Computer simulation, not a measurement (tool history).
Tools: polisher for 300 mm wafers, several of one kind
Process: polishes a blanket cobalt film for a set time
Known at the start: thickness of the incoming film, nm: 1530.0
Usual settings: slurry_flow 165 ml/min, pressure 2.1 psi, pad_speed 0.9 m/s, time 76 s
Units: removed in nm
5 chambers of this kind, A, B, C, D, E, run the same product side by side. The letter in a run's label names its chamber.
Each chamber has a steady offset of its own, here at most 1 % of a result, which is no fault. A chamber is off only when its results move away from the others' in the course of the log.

run	hour	slurry_flow	pressure	pad_speed	time	wafers polished on this pad	hours since the slurry nozzle was cleaned	hours since the head pressure was calibrated	removed
1A	13	165	2.1	0.9	76	603	258.2	926	373.92
# hour 16.3: chamber A: worn pad replaced by a new one
2D	19.4	165	2.1	0.9	76	492	68	838.5	376.55
3E	29.7	165	2.1	0.9	76	1229	388.8	352.2	377.78
# hour 36.6: chamber D: worn pad replaced by a new one
4C	39.1	165	2.1	0.9	76	631	290.3	104.9	375.81
# hour 47.1: chamber C: worn pad replaced by a new one
5B	51.2	165	2.1	0.8	93	719	636.9	698.4	409.1
# hour 62.5: chamber E: worn pad replaced by a new one
6D	63.1	165	2.1	0.8	93	282	111.7	882.2	406.44
# hour 65.1: chamber B: worn pad replaced by a new one
7E	71.1	165	2.1	0.8	93	91	430.2	393.6	410.44
8B	77.8	165	2.1	0.8	93	135	663.5	725	405.22
# hour 82.6: chamber A: worn pad replaced by a new one
9A	90	165	2.1	0.8	93	79	335.2	1003	405.94
# hour 98.3: chamber E: slurry nozzle cleaned
10C	101.1	165	2.1	0.9	76	574	352.3	166.9	372.23
# hour 102.3: chamber C: worn pad replaced by a new one
# hour 106: chamber B: head pressure recalibrated
# hour 106.2: chamber D: worn pad replaced by a new one
11B	108.4	165	2.1	0.9	76	460	694.1	2.4	343.58
12E	117.9	165	2.1	0.9	76	589	19.6	440.4	377.22
13C	128.2	165	2.1	0.9	76	276	379.4	194	374.85
14A	139.5	165	2.1	0.9	76	605	384.7	1052.5	373.81
15D	152.2	165	2.1	0.9	76	489	200.8	971.3	372.39
# hour 152.4: chamber A: worn pad replaced by a new one
# hour 157.1: chamber B: worn pad replaced by a new one
16E	160.9	165	2.1	0.9	76	1046	62.6	483.4	378.68
# hour 172.6: chamber C: worn pad replaced by a new one
17A	174	165	2.1	0.9	76	230	419.2	1087	371.01
# hour 174.2: chamber D: worn pad replaced by a new one
18D	184.5	165	2.1	0.9	76	109	233.1	1003.6	368.08
# hour 189.9: chamber B: slurry nozzle cleaned
19C	192.2	165	2.1	0.9	76	208	443.4	258	372.54
20B	204.7	165	2.1	0.9	76	506	14.8	98.7	338.43
21B	216.8	165	2.1	0.9	76	635	26.9	110.8	341.94
# hour 217.2: chamber E: worn pad replaced by a new one
# hour 218.3: chamber A: worn pad replaced by a new one
22E	224.6	165	2.1	0.9	76	79	126.3	547.1	382.09
# hour 232.5: chamber C: worn pad replaced by a new one
23D	233.2	165	2.1	0.9	76	627	281.8	1052.3	375.09
24C	241.7	165	2.1	0.9	76	98	492.9	307.5	376.45
# hour 242.5: chamber D: worn pad replaced by a new one
25A	250.4	165	2.1	0.9	76	341	495.6	1163.4	376.13
# hour 253.1: chamber B: worn pad replaced by a new one
26C	260.4	165	2.1	0.9	76	297	511.6	326.2	370.34
27E	268.2	165	2.1	0.9	76	542	169.9	590.7	378.68
# hour 272: chamber A: worn pad replaced by a new one
28D	279.7	165	2.1	0.9	76	395	328.3	1098.8	374.16
# hour 291: chamber C: worn pad replaced by a new one
29A	291.6	165	2.1	0.9	76	209	536.8	1204.6	367.8
30B	298.5	165	2.1	0.9	76	482	108.6	192.5	342.15
31C	306.4	165	2.1	0.9	76	164	557.6	372.2	372.33
32A	313.8	165	2.1	0.9	76	445	559	1226.8	368.98

Next, every chamber runs the same settings. What will each give?
33A	323.2	165	2.1	0.9	76				?
33B	323.2	165	2.1	0.9	76				?
33C	323.2	165	2.1	0.9	76				?
33D	323.2	165	2.1	0.9	76				?
33E	323.2	165	2.1	0.9	76				?

run	removed
33A	372.25
33B	343.06
33C	374.8
33D	370.58
33E	376.44
